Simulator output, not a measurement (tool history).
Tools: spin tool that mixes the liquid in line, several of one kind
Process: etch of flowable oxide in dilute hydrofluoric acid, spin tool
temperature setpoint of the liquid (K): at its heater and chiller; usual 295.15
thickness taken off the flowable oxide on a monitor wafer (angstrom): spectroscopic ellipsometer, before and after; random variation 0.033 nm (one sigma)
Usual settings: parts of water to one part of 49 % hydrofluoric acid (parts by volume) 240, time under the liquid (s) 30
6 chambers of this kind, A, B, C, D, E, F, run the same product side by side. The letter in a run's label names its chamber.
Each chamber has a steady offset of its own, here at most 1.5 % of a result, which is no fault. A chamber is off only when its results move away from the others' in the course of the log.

run	hour	temperature setpoint of the liquid (K)	parts of water to one part of 49 % hydrofluoric acid (parts by volume)	time under the liquid (s)	hours since the thermometer was replaced	hours since the hydrofluoric acid flow meter was replaced	read-back film thickness of the flowable oxide reference wafer, read on the same gauge (nm)	thickness taken off the flowable oxide on a monitor wafer (angstrom)
1B	3.7	295.15	240	30	683.9	195.9	130.02	56.474
2C	7.1	295.15	240	30	89.9	466.1	129.98	58.385
3A	12.9	295.15	240	30	1518.8	1532.2	129.99	57.864
4E	15.6	295.15	240	30	569.5	188.1	130	56.471
5F	20.2	295.15	240	30	494.9	672	129.99	57.544
6D	25.7	295.15	240	30	508.1	1520.3	130.02	56.678
7F	30.7	295.15	240	30	505.4	682.5	129.99	56.929
8C	35.9	295.15	240	30	118.7	494.9	130.02	57.652
9A	39.9	295.15	240	30	1545.8	1559.2	129.99	57.261
10D	43	295.15	240	30	525.4	1537.6	130.01	56.557
11B	46.1	295.15	240	30	726.3	238.3	130	56.489
12E	51.6	295.15	240	30	605.5	224.1	130.01	56.545
13E	56.2	295.15	240	30	610.1	228.7	130.01	55.859
14D	60	295.15	240	30	542.4	1554.6	130.01	57.029
15F	66.4	295.15	240	30	541.1	718.2	130.04	56.302
16B	71.3	295.15	240	30	751.5	263.5	130	56.364
17A	76.3	290.15	240	45	1582.2	1595.6	129.98	71.991
18C	81.8	290.15	240	45	164.6	540.8	129.99	70.196
19A	84.9	290.15	240	45	1590.8	1604.2	130.03	71.016
20E	87.8	290.15	240	45	641.7	260.3	130	69.419
21F	92.9	290.15	240	45	567.6	744.7	130	70.784
22B	97.5	290.15	240	45	777.7	289.7	129.98	70.819
23D	100.9	295.15	240	30	583.3	1595.5	129.98	56.933
24C	106.5	295.15	240	30	189.3	565.5	129.98	57.532
25B	112.4	297.65	240	20	792.6	304.6	129.99	40.906
26A	118	297.65	240	20	1623.9	1637.3	130.06	40.509
27E	121.5	297.65	240	20	675.4	294	130.02	41.406
28D	126.7	297.65	240	20	609.1	1621.3	129.96	41.134
29C	129.5	297.65	240	20	212.3	588.5	130.04	41.838
30F	135.6	297.65	240	20	610.3	787.4	130.01	41.698
31C	139.8	297.15	240	15	222.6	598.8	130	31.046
32B	144.7	297.15	240	15	824.9	336.9	129.99	30.557
33D	147.8	297.15	240	15	630.2	1642.4	130	30.37
34A	152.8	297.15	240	15	1658.7	1672.1	130	29.181
35F	157.9	297.15	240	15	632.6	809.7	130.01	30.337
36E	163.9	297.15	240	15	717.8	336.4	130.01	30.082
37C	166.7	295.15	240	30	249.5	625.7	129.96	57.468
38A	170	295.15	240	30	1675.9	1689.3	130.01	53.605
39B	174.7	295.15	240	30	854.9	366.9	129.97	56.776

Is one chamber off against the others, does the gauge drift, or is nothing wrong? If a chamber is off, say which, and what the likeliest cause is.

Chamber A drifts away from the others.
Cause: hydrofluoric acid flow below the setpoint (%) = 6.17.
The log may not tell that from: liquid colder than its thermometer reads (K).

Here are 4 candidates for chamber A's next run, each the usual settings with a change, their results left as question marks. Which one brings its results back in line with what the others give on the usual settings?
In line means no further than this from the other chambers' mean on the usual settings: thickness taken off the flowable oxide on a monitor wafer (angstrom) 1.2
40A-1	179.3	295.15	245	30				?
40A-2	179.3	297.15	240	30				?
40A-3	179.3	293.15	240	30				?
40A-4	179.3	295.15	235	30				?

The other chambers' mean on the usual settings: thickness taken off the flowable oxide on a monitor wafer (angstrom) 56.763
run	thickness taken off the flowable oxide on a monitor wafer (angstrom)
40A-1	51.625
40A-2	56.904
40A-3	49.267
40A-4	54.423
40A-2 brings the chamber back in line.
